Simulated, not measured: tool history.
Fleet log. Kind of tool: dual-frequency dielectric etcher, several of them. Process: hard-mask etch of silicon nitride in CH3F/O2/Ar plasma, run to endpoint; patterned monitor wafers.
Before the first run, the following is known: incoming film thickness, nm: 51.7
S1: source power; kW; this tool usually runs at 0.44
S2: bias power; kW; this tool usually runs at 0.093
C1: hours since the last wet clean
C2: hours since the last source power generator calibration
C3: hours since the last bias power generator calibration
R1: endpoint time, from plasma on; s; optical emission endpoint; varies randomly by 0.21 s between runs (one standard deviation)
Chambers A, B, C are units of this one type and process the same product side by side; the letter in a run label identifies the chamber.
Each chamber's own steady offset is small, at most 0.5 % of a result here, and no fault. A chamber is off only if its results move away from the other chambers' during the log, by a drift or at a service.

run 1A day=0.55 | S1=0.44 S2=0.093 | C1=179.2 C2=2340.1 C3=1063.6 | R1=65.825
run 2B day=0.942 | S1=0.44 S2=0.093 | C1=231.7 C2=2779.8 C3=1647.3 | R1=66.101
run 3C day=1.538 | S1=0.44 S2=0.093 | C1=295.5 C2=222.8 C3=985.2 | R1=65.647
run 4B day=2.017 | S1=0.44 S2=0.093 | C1=257.5 C2=2805.6 C3=1673.1 | R1=66.035
run 5C day=2.588 | S1=0.44 S2=0.093 | C1=320.7 C2=248 C3=1010.4 | R1=65.339
run 6A day=3.208 | S1=0.44 S2=0.093 | C1=243 C2=2403.9 C3=1127.4 | R1=65.486
run 7A day=3.488 | S1=0.49 S2=0.11 | C1=249.7 C2=2410.6 C3=1134.1 | R1=59.557
run 8B day=3.771 | S1=0.49 S2=0.11 | C1=299.6 C2=2847.7 C3=1715.2 | R1=59.442
run 9C day=4.238 | S1=0.49 S2=0.11 | C1=360.3 C2=287.6 C3=1050 | R1=59.536
run 10B day=4.738 | S1=0.44 S2=0.101 | C1=322.8 C2=2870.9 C3=1738.4 | R1=64.015
run 11A day=5.15 | S1=0.44 S2=0.101 | C1=289.6 C2=2450.5 C3=1174 | R1=63.588
-- day=5.154 chamber C: wet clean of the chamber
run 12C day=5.542 | S1=0.44 S2=0.101 | C1=9.3 C2=318.9 C3=1081.3 | R1=63.763
run 13B day=5.917 | S1=0.44 S2=0.093 | C1=351.1 C2=2899.2 C3=1766.7 | R1=65.745
run 14C day=6.471 | S1=0.44 S2=0.093 | C1=31.6 C2=341.2 C3=1103.6 | R1=65.884
run 15A day=6.85 | S1=0.44 S2=0.093 | C1=330.4 C2=2491.3 C3=1214.8 | R1=65.506
run 16B day=7.471 | S1=0.44 S2=0.093 | C1=388.4 C2=2936.5 C3=1804 | R1=65.939
-- day=7.579 chamber A: source power generator calibrated
run 17C day=8.033 | S1=0.44 S2=0.093 | C1=69.1 C2=378.7 C3=1141.1 | R1=65.921
run 18A day=8.458 | S1=0.44 S2=0.093 | C1=369 C2=21.1 C3=1253.4 | R1=65.999
run 19B day=8.729 | S1=0.44 S2=0.093 | C1=418.6 C2=2966.7 C3=1834.2 | R1=66.011
run 20C day=9.142 | S1=0.36 S2=0.073 | C1=95.7 C2=405.3 C3=1167.7 | R1=77.236
run 21A day=9.583 | S1=0.36 S2=0.073 | C1=396 C2=48.1 C3=1280.4 | R1=77.743
run 22A day=10.058 | S1=0.36 S2=0.073 | C1=407.4 C2=59.5 C3=1291.8 | R1=77.817
run 23C day=10.571 | S1=0.44 S2=0.076 | C1=130 C2=439.6 C3=1202 | R1=70.451
run 24B day=10.962 | S1=0.44 S2=0.076 | C1=472.2 C2=3020.3 C3=1887.8 | R1=70.55
run 25C day=11.508 | S1=0.44 S2=0.076 | C1=152.5 C2=462.1 C3=1224.5 | R1=70.731
run 26A day=11.962 | S1=0.44 S2=0.093 | C1=453.1 C2=105.2 C3=1337.5 | R1=66.879
run 27B day=12.267 | S1=0.44 S2=0.093 | C1=503.5 C2=3051.6 C3=1919.1 | R1=65.932
run 28B day=12.9 | S1=0.4 S2=0.1 | C1=518.7 C2=3066.8 C3=1934.3 | R1=66.489
run 29C day=13.525 | S1=0.4 S2=0.1 | C1=200.9 C2=510.5 C3=1272.9 | R1=66.641
run 30A day=13.917 | S1=0.4 S2=0.1 | C1=500 C2=152.1 C3=1384.4 | R1=67.871
run 31A day=14.233 | S1=0.44 S2=0.093 | C1=507.6 C2=159.7 C3=1392 | R1=67.719
run 32B day=14.533 | S1=0.41 S2=0.108 | C1=557.9 C2=3106 C3=1973.5 | R1=63.88
run 33C day=14.808 | S1=0.41 S2=0.108 | C1=231.7 C2=541.3 C3=1303.7 | R1=63.624
run 34B day=15.325 | S1=0.41 S2=0.108 | C1=576.9 C2=3125 C3=1992.5 | R1=63.9
run 35C day=15.642 | S1=0.44 S2=0.093 | C1=251.7 C2=561.3 C3=1323.7 | R1=65.617
run 36A day=16.246 | S1=0.44 S2=0.093 | C1=555.9 C2=208 C3=1440.3 | R1=68.197
run 37B day=16.55 | S1=0.44 S2=0.093 | C1=606.3 C2=3154.4 C3=2021.9 | R1=66.104
run 38A day=17.142 | S1=0.44 S2=0.093 | C1=577.4 C2=229.5 C3=1461.8 | R1=67.812
-- day=17.512 chamber B: wet clean of the chamber
run 39C day=17.525 | S1=0.44 S2=0.093 | C1=296.9 C2=606.5 C3=1368.9 | R1=65.464
run 40B day=18.067 | S1=0.44 S2=0.093 | C1=13.4 C2=3190.8 C3=2058.3 | R1=66.046
run 41A day=18.433 | S1=0.52 S2=0.093 | C1=608.4 C2=260.5 C3=1492.8 | R1=64.692

Read the log: is a single chamber off, either drifting away or since a service, is the gauge that measures every chamber drifting, or is nothing wrong beyond small per-chamber offsets? Name any odd chamber and what most likely caused it.

One chamber, A, drifts off from the rest bit by bit.
What lies behind it: etch rate under this chamber's usual, % = 4.45.

Here are 4 candidates for chamber A's next run, each the usual settings with a change, their results left as question marks. Which one brings its results back in line with what the others give on the usual settings?
Counts as in line when no further than this from what the other chambers average on the usual settings: R1 0.74 s
run 42A-1 day=18.888 | S1=0.44 S2=0.098 | R1=?
run 42A-2 day=18.888 | S1=0.43 S2=0.091 | R1=?
run 42A-3 day=18.888 | S1=0.44 S2=0.082 | R1=?
run 42A-4 day=18.888 | S1=0.49 S2=0.093 | R1=?

What the other chambers average on the usual settings: R1 65.814 s
run=42A-1 R1=67.428
run=42A-2 R1=69.845
run=42A-3 R1=71.857
run=42A-4 R1=66.032
With 42A-4, the chamber falls back in line with the rest.
